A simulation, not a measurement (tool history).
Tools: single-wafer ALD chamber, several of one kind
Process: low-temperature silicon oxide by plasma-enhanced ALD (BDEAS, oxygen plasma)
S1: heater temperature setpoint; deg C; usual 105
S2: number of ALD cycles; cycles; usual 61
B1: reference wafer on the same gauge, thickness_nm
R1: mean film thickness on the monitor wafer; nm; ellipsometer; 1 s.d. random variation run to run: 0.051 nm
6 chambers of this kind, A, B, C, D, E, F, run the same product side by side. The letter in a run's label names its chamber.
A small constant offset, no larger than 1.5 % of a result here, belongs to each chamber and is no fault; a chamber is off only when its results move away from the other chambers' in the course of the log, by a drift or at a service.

{"run": "1E", "hour": 3.4, "S1": 105, "S2": 61, "B1": 9.143, "R1": 8.674}
{"run": "2A", "hour": 6.5, "S1": 105, "S2": 61, "B1": 9.1288, "R1": 8.5142}
{"run": "3F", "hour": 9.7, "S1": 105, "S2": 61, "B1": 9.1394, "R1": 8.7365}
{"run": "4D", "hour": 15.4, "S1": 105, "S2": 61, "B1": 9.1348, "R1": 8.614}
{"run": "5C", "hour": 20.1, "S1": 105, "S2": 61, "B1": 9.1394, "R1": 8.6556}
{"run": "6B", "hour": 23.7, "S1": 105, "S2": 61, "B1": 9.1247, "R1": 8.5822}
{"run": "7E", "hour": 29.5, "S1": 95, "S2": 61, "B1": 9.14, "R1": 8.8729}
{"run": "8A", "hour": 32.9, "S1": 95, "S2": 61, "B1": 9.1326, "R1": 8.8797}
{"run": "9B", "hour": 35.6, "S1": 95, "S2": 61, "B1": 9.1477, "R1": 8.9588}
{"run": "10D", "hour": 40.3, "S1": 95, "S2": 61, "B1": 9.1232, "R1": 8.7562}
{"run": "11F", "hour": 44.0, "S1": 95, "S2": 61, "B1": 9.151, "R1": 8.8635}
{"run": "12C", "hour": 48.2, "S1": 95, "S2": 61, "B1": 9.141, "R1": 8.8489}
{"run": "13D", "hour": 53.6, "S1": 105, "S2": 61, "B1": 9.1367, "R1": 8.569}
{"run": "14A", "hour": 59.4, "S1": 105, "S2": 61, "B1": 9.1276, "R1": 8.56}
{"run": "15C", "hour": 62.1, "S1": 105, "S2": 61, "B1": 9.1488, "R1": 8.5655}
{"run": "16F", "hour": 67.9, "S1": 105, "S2": 61, "B1": 9.1407, "R1": 8.6396}
{"run": "17E", "hour": 71.8, "S1": 105, "S2": 61, "B1": 9.1412, "R1": 8.6746}
{"hour": 76.0, "done": "chamber C: thermocouple changed; heater temperature recalibrated"}
{"run": "18B", "hour": 77.5, "S1": 105, "S2": 61, "B1": 9.1378, "R1": 8.6662}
{"run": "19A", "hour": 83.2, "S1": 93, "S2": 54, "B1": 9.1305, "R1": 7.8222}
{"run": "20E", "hour": 86.0, "S1": 93, "S2": 54, "B1": 9.136, "R1": 8.0122}
{"run": "21D", "hour": 89.7, "S1": 93, "S2": 54, "B1": 9.1412, "R1": 8.0127}
{"run": "22B", "hour": 93.7, "S1": 93, "S2": 54, "B1": 9.1213, "R1": 7.9053}
{"run": "23F", "hour": 98.2, "S1": 93, "S2": 54, "B1": 9.1544, "R1": 7.8152}
{"run": "24C", "hour": 101.5, "S1": 93, "S2": 54, "B1": 9.1384, "R1": 7.7996}
{"run": "25B", "hour": 106.9, "S1": 105, "S2": 61, "B1": 9.1438, "R1": 8.6422}
{"run": "26A", "hour": 110.3, "S1": 105, "S2": 66, "B1": 9.1334, "R1": 9.2387}
{"run": "27D", "hour": 114.4, "S1": 105, "S2": 66, "B1": 9.1236, "R1": 9.2942}
{"run": "28E", "hour": 119.8, "S1": 105, "S2": 66, "B1": 9.1413, "R1": 9.2975}
{"run": "29F", "hour": 125.3, "S1": 105, "S2": 66, "B1": 9.1334, "R1": 9.3499}
{"run": "30C", "hour": 130.3, "S1": 105, "S2": 66, "B1": 9.1337, "R1": 9.2704}
{"run": "31D", "hour": 135.7, "S1": 105, "S2": 66, "B1": 9.1446, "R1": 9.3809}
{"run": "32E", "hour": 138.8, "S1": 105, "S2": 61, "B1": 9.132, "R1": 8.6533}
{"run": "33C", "hour": 142.5, "S1": 105, "S2": 61, "B1": 9.1395, "R1": 8.6921}
{"run": "34A", "hour": 148.2, "S1": 105, "S2": 61, "B1": 9.1333, "R1": 8.5294}
{"run": "35F", "hour": 152.3, "S1": 105, "S2": 61, "B1": 9.1449, "R1": 8.6773}
{"run": "36B", "hour": 155.5, "S1": 118, "S2": 50, "B1": 9.1386, "R1": 7.0027}

For the next run the whole fleet of 6 chambers uses the same settings. Give each chamber's results:
{"run": "37A", "hour": 159.7, "S1": 105, "S2": 61, "R1": "?"}
{"run": "37B", "hour": 159.7, "S1": 105, "S2": 61, "R1": "?"}
{"run": "37C", "hour": 159.7, "S1": 105, "S2": 61, "R1": "?"}
{"run": "37D", "hour": 159.7, "S1": 105, "S2": 61, "R1": "?"}
{"run": "37E", "hour": 159.7, "S1": 105, "S2": 61, "R1": "?"}
{"run": "37F", "hour": 159.7, "S1": 105, "S2": 61, "R1": "?"}

run=37A R1=8.5742
run=37B R1=8.7184
run=37C R1=8.6796
run=37D R1=8.5654
run=37E R1=8.6933
run=37F R1=8.6275

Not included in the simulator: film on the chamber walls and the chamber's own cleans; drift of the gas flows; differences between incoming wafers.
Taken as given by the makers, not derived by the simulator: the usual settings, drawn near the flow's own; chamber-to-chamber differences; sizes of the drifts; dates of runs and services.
